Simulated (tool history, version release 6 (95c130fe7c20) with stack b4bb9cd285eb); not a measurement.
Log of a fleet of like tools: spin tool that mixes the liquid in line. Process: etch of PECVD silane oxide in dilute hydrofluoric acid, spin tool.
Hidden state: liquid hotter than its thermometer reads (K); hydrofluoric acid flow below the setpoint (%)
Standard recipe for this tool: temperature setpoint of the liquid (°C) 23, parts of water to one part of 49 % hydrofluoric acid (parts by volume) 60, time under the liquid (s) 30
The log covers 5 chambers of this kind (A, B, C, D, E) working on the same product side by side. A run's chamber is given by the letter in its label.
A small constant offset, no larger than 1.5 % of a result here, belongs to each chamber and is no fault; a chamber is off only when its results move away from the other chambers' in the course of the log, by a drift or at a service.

run   hour  temperature setpoint of the liquid (°C)  parts of water to one part of 49 % hydrofluoric acid (parts by volume)  time under the liquid (s)  hours since the thermometer was replaced  hours since the hydrofluoric acid flow meter was replaced  read-back film thickness of the PECVD silane oxide reference wafer, read on the same gauge (nm)  thickness taken off the PECVD silane oxide on a monitor wafer (Å)
 1E    3.2                                       23                                                                      60                         30                                     893.5                                                      849.4                                                                                           110.02                                                             127.43
 2C    5.4                                       23                                                                      60                         30                                    1522.7                                                      840.5                                                                                           110.05                                                             133.03
 3A    8.6                                       23                                                                      60                         30                                     161.6                                                       67.8                                                                                           110.01                                                              129.3
 4D   12.7                                       23                                                                      60                         30                                       627                                                     1023.1                                                                                           109.98                                                             133.89
 5B   16.4                                       23                                                                      60                         30                                    2148.2                                                      860.6                                                                                           109.98                                                             131.13
 6E   18.5                                       23                                                                      60                         30                                     908.8                                                      864.7                                                                                           110.05                                                             130.22
 7A   22.2                                       23                                                                      60                         30                                     175.2                                                       81.4                                                                                              110                                                             131.25
 8B   24.3                                       23                                                                      60                         20                                    2156.1                                                      868.5                                                                                           109.98                                                             86.012
 9D   27.5                                       23                                                                      60                         20                                     641.8                                                     1037.9                                                                                           110.04                                                             88.187
10C   30.8                                       23                                                                      60                         20                                    1548.1                                                      865.9                                                                                           109.98                                                             86.953
11A   32.6                                       23                                                                      60                         20                                     185.6                                                       91.8                                                                                              110                                                             87.126
12E   35.5                                       23                                                                      60                         20                                     925.8                                                      881.7                                                                                           109.99                                                             87.283
13C   37.8                                       23                                                                      60                         30                                    1555.1                                                      872.9                                                                                           109.98                                                             130.43
14D   40.8                                       23                                                                      60                         30                                     655.1                                                     1051.2                                                                                           110.05                                                             129.39
15B   43.5                                       23                                                                      60                         30                                    2175.3                                                      887.7                                                                                           110.01                                                             129.84
16D   46.3                                       23                                                                      60                         30                                     660.6                                                     1056.7                                                                                           110.02                                                             130.77
17E   48.5                                       23                                                                      60                         30                                     938.8                                                      894.7                                                                                              110                                                             129.31
18A   51.1                                       23                                                                      60                         30                                     204.1                                                      110.3                                                                                           109.97                                                             131.29
19C   54.7                                       23                                                                      60                         30                                      1572                                                      889.8                                                                                           110.02                                                             130.04
20B   58.9                                       23                                                                      60                         30                                    2190.7                                                      903.1                                                                                           109.99                                                             130.17
21D   60.8                                       23                                                                      60                         30                                     675.1                                                     1071.2                                                                                           109.98                                                             129.12
22A   64.8                                       23                                                                      60                         30                                     217.8                                                        124                                                                                           110.02                                                              127.9
23E   68.5                                       23                                                                      60                         30                                     958.8                                                      914.7                                                                                           110.02                                                             129.16
24B   72.1                                       23                                                                      60                         30                                    2203.9                                                      916.3                                                                                           110.02                                                             129.79
25C   75.4                                       23                                                                      60                         30                                    1592.7                                                      910.5                                                                                              110                                                             130.34
26A   79.4                                       23                                                                      60                         30                                     232.4                                                      138.6                                                                                           110.01                                                             128.86
27C   81.2                                       23                                                                      60                         30                                    1598.5                                                      916.3                                                                                           110.01                                                             130.07
28D   85.1                                     25.5                                                                      60                         20                                     699.4                                                     1095.5                                                                                              110                                                             91.108
29E   88.3                                     25.5                                                                      60                         20                                     978.6                                                      934.5                                                                                           110.03                                                             96.317
30B   90.7                                     25.5                                                                      60                         20                                    2222.5                                                      934.9                                                                                              110                                                              96.85
31C   93.4                                     25.5                                                                      60                         20                                    1610.7                                                      928.5                                                                                           109.97                                                             96.723
32A   96.7                                     25.5                                                                      60                         20                                     249.7                                                      155.9                                                                                              110                                                             98.148
33E  100.1                                       23                                                                      60                         30                                     990.4                                                      946.3                                                                                              110                                                             129.16
34B  103.8                                       23                                                                      80                         45                                    2235.6                                                        948                                                                                           110.02                                                             142.22
35D  107.6                                       23                                                                      80                         45                                     721.9                                                       1118                                                                                           109.98                                                             131.54
36A  110.9                                       23                                                                      80                         45                                     263.9                                                      170.1                                                                                           110.03                                                             142.96
37D  113.4                                       23                                                                      80                         45                                     727.7                                                     1123.8                                                                                           109.97                                                             133.41
38E  115.9                                       23                                                                      80                         45                                    1006.2                                                      962.1                                                                                           110.01                                                             142.98
39C    120                                       23                                                                      60                         30                                    1637.3                                                      955.1                                                                                              110                                                             133.26
40B  122.7                                       23                                                                      45                         45                                    2254.5                                                      966.9                                                                                           109.97                                                             261.89
41E  126.2                                       23                                                                      45                         45                                    1016.5                                                      972.4                                                                                           110.03                                                             265.64
42A  129.8                                       23                                                                      45                         45                                     282.8                                                        189                                                                                           109.99                                                             264.34

Each of the 5 chambers runs these same settings next. Fill in every chamber's results:
43A  132.8                                       23                                                                      45                         30                                                                                                                                                                                                                                                                        ?
43B  132.8                                       23                                                                      45                         30                                                                                                                                                                                                                                                                        ?
43C  132.8                                       23                                                                      45                         30                                                                                                                                                                                                                                                                        ?
43D  132.8                                       23                                                                      45                         30                                                                                                                                                                                                                                                                        ?
43E  132.8                                       23                                                                      45                         30                                                                                                                                                                                                                                                                        ?

run  thickness taken off the PECVD silane oxide on a monitor wafer (Å)
43A                                                             178.76
43B                                                             176.08
43C                                                             178.76
43D                                                             164.68
43E                                                             175.88
